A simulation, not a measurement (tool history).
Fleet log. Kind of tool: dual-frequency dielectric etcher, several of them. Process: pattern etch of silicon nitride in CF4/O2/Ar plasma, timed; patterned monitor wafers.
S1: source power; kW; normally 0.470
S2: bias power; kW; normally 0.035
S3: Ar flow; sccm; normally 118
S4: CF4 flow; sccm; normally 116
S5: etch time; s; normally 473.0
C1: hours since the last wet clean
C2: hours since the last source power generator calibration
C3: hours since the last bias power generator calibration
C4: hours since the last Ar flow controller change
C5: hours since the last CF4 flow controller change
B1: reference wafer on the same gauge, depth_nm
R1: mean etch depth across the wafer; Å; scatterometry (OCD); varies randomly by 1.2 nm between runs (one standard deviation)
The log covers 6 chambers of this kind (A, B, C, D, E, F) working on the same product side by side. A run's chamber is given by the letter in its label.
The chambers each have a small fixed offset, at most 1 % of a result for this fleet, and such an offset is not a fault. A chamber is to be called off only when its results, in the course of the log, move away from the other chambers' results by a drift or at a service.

Run 1A, day 0.258: usual settings; C1 211.6; C2 1223.5; C3 3311.9; C4 2276.8; C5 3027.6; B1 821.24. Result: R1 7429.0 Å.
Run 2F, day 0.529: usual settings; C1 446.4; C2 2051.2; C3 2239.3; C4 3465.9; C5 500.9; B1 821.05. Result: R1 7478.5 Å.
Run 3D, day 0.712: usual settings; C1 264.9; C2 4046.9; C3 1181.7; C4 1628.4; C5 2327.3; B1 821.23. Result: R1 7467.0 Å.
Run 4E, day 1.008: usual settings; C1 328.0; C2 880.4; C3 1137.6; C4 1053.6; C5 468.4; B1 821.66. Result: R1 7412.2 Å.
Run 5C, day 1.212: usual settings; C1 312.2; C2 1602.5; C3 2881.4; C4 3018.4; C5 1657.8; B1 821.61. Result: R1 7479.0 Å.
Run 6B, day 1.512: usual settings; C1 303.0; C2 1890.5; C3 2038.3; C4 2021.0; C5 1679.5; B1 821.61. Result: R1 7472.2 Å.
At day 1.683: chamber E: wet clean of the chamber.
Run 7F, day 1.788: usual settings; C1 476.6; C2 2081.4; C3 2269.5; C4 3496.1; C5 531.1; B1 821.87. Result: R1 7476.0 Å.
Run 8A, day 2.029: usual settings; C1 254.1; C2 1266.0; C3 3354.4; C4 2319.3; C5 3070.1; B1 822.02. Result: R1 7435.1 Å.
At day 2.088: chamber D: source power generator calibrated.
Run 9B, day 2.321: usual settings but S2 0.041 kW, S5 399.5 s; C1 322.4; C2 1909.9; C3 2057.7; C4 2040.4; C5 1698.9; B1 822.15. Result: R1 6684.0 Å.
Run 10E, day 2.462: usual settings but S2 0.041 kW, S5 399.5 s; C1 18.8; C2 915.3; C3 1172.5; C4 1088.5; C5 503.3; B1 822.49. Result: R1 6626.4 Å.
Run 11D, day 2.733: usual settings but S2 0.041 kW, S5 399.5 s; C1 313.4; C2 15.6; C3 1230.2; C4 1676.9; C5 2375.8; B1 822.58. Result: R1 6678.0 Å.
Run 12C, day 2.912: usual settings but S2 0.041 kW, S5 399.5 s; C1 353.0; C2 1643.3; C3 2922.2; C4 3059.2; C5 1698.6; B1 822.67. Result: R1 6692.0 Å.
Run 13A, day 3.071: usual settings but S2 0.041 kW, S5 399.5 s; C1 279.1; C2 1291.0; C3 3379.4; C4 2344.3; C5 3095.1; B1 822.71. Result: R1 6634.1 Å.
Run 14D, day 3.362: usual settings but S2 0.041 kW, S5 399.5 s; C1 328.5; C2 30.7; C3 1245.3; C4 1692.0; C5 2390.9; B1 823.20. Result: R1 6690.4 Å.
Run 15C, day 3.683: usual settings; C1 371.5; C2 1661.8; C3 2940.7; C4 3077.7; C5 1717.1; B1 823.01. Result: R1 7477.3 Å.
Run 16F, day 3.904: usual settings; C1 527.4; C2 2132.2; C3 2320.3; C4 3546.9; C5 581.9; B1 823.20. Result: R1 7481.2 Å.
At day 4.138: chamber B: wet clean of the chamber.
Run 17E, day 4.138: usual settings but S3 93 sccm; C1 59.0; C2 955.5; C3 1212.7; C4 1128.7; C5 543.5; B1 823.10. Result: R1 7662.4 Å.
Run 18B, day 4.300: usual settings but S3 93 sccm; C1 3.9; C2 1957.4; C3 2105.2; C4 2087.9; C5 1746.4; B1 823.57. Result: R1 7709.5 Å.
Run 19D, day 4.575: usual settings but S3 93 sccm; C1 357.6; C2 59.8; C3 1274.4; C4 1721.1; C5 2420.0; B1 823.33. Result: R1 7736.9 Å.
Run 20F, day 4.742: usual settings but S3 93 sccm; C1 547.5; C2 2152.3; C3 2340.4; C4 3567.0; C5 602.0; B1 823.72. Result: R1 7748.0 Å.
Run 21E, day 5.046: usual settings but S3 93 sccm; C1 80.8; C2 977.3; C3 1234.5; C4 1150.5; C5 565.3; B1 824.05. Result: R1 7655.6 Å.
Run 22C, day 5.283: usual settings but S3 93 sccm; C1 409.9; C2 1700.2; C3 2979.1; C4 3116.1; C5 1755.5; B1 824.03. Result: R1 7734.7 Å.
Run 23A, day 5.525: usual settings; C1 338.0; C2 1349.9; C3 3438.3; C4 2403.2; C5 3154.0; B1 824.12. Result: R1 7460.3 Å.
Run 24B, day 5.679: usual settings; C1 37.0; C2 1990.5; C3 2138.3; C4 2121.0; C5 1779.5; B1 824.69. Result: R1 7477.1 Å.
At day 5.700: chamber C: wet clean of the chamber.
Run 25E, day 5.825: usual settings but S5 592.0 s; C1 99.5; C2 996.0; C3 1253.2; C4 1169.2; C5 584.0; B1 824.34. Result: R1 9303.7 Å.
Run 26A, day 6.046: usual settings but S5 592.0 s; C1 350.5; C2 1362.4; C3 3450.8; C4 2415.7; C5 3166.5; B1 824.49. Result: R1 9363.8 Å.
Run 27F, day 6.238: usual settings but S5 592.0 s; C1 583.4; C2 2188.2; C3 2376.3; C4 3602.9; C5 637.9; B1 824.72. Result: R1 9400.1 Å.
At day 6.400: chamber D: wet clean of the chamber.
Run 28C, day 6.467: usual settings but S5 592.0 s; C1 18.4; C2 1728.6; C3 3007.5; C4 3144.5; C5 1783.9; B1 824.95. Result: R1 9393.1 Å.
Run 29D, day 6.658: usual settings but S5 592.0 s; C1 6.3; C2 109.8; C3 1324.4; C4 1771.1; C5 2470.0; B1 824.84. Result: R1 9365.6 Å.
Run 30B, day 6.967: usual settings but S5 592.0 s; C1 67.9; C2 2021.4; C3 2169.2; C4 2151.9; C5 1810.4; B1 824.86. Result: R1 9381.2 Å.
Run 31C, day 7.271: usual settings; C1 37.7; C2 1747.9; C3 3026.8; C4 3163.8; C5 1803.2; B1 824.86. Result: R1 7507.4 Å.
Run 32F, day 7.475: usual settings; C1 613.1; C2 2217.9; C3 2406.0; C4 3632.6; C5 667.6; B1 825.07. Result: R1 7500.0 Å.
Run 33E, day 7.792: usual settings but S1 0.570 kW, S5 594.0 s; C1 146.7; C2 1043.2; C3 1300.4; C4 1216.4; C5 631.2; B1 825.28. Result: R1 11102.0 Å.
Run 34D, day 7.983: usual settings but S1 0.570 kW, S5 594.0 s; C1 38.1; C2 141.6; C3 1356.2; C4 1802.9; C5 2501.8; B1 825.22. Result: R1 11135.0 Å.
Run 35B, day 8.233: usual settings but S1 0.570 kW, S5 594.0 s; C1 98.3; C2 2051.8; C3 2199.6; C4 2182.3; C5 1840.8; B1 825.68. Result: R1 11169.0 Å.
Run 36A, day 8.521: usual settings but S1 0.570 kW, S5 594.0 s; C1 409.9; C2 1421.8; C3 3510.2; C4 2475.1; C5 3225.9; B1 826.14. Result: R1 11112.0 Å.
Run 37D, day 8.671: usual settings but S1 0.570 kW, S5 594.0 s; C1 54.6; C2 158.1; C3 1372.7; C4 1819.4; C5 2518.3; B1 826.06. Result: R1 11171.0 Å.
Run 38C, day 8.862: usual settings but S1 0.570 kW, S5 594.0 s; C1 75.9; C2 1786.1; C3 3065.0; C4 3202.0; C5 1841.4; B1 826.38. Result: R1 11138.0 Å.
Run 39F, day 9.108: usual settings; C1 652.3; C2 2257.1; C3 2445.2; C4 3671.8; C5 706.8; B1 826.05. Result: R1 7508.2 Å.

Next, every chamber runs the same settings. What will each give?
Run 40A, day 9.338: usual settings. Result: R1 ?.
Run 40B, day 9.338: usual settings. Result: R1 ?.
Run 40C, day 9.338: usual settings. Result: R1 ?.
Run 40D, day 9.338: usual settings. Result: R1 ?.
Run 40E, day 9.338: usual settings. Result: R1 ?.
Run 40F, day 9.338: usual settings. Result: R1 ?.

run      R1
40A  7438.9
40B  7533.0
40C  7516.7
40D  7517.3
40E  7450.5
40F  7531.2

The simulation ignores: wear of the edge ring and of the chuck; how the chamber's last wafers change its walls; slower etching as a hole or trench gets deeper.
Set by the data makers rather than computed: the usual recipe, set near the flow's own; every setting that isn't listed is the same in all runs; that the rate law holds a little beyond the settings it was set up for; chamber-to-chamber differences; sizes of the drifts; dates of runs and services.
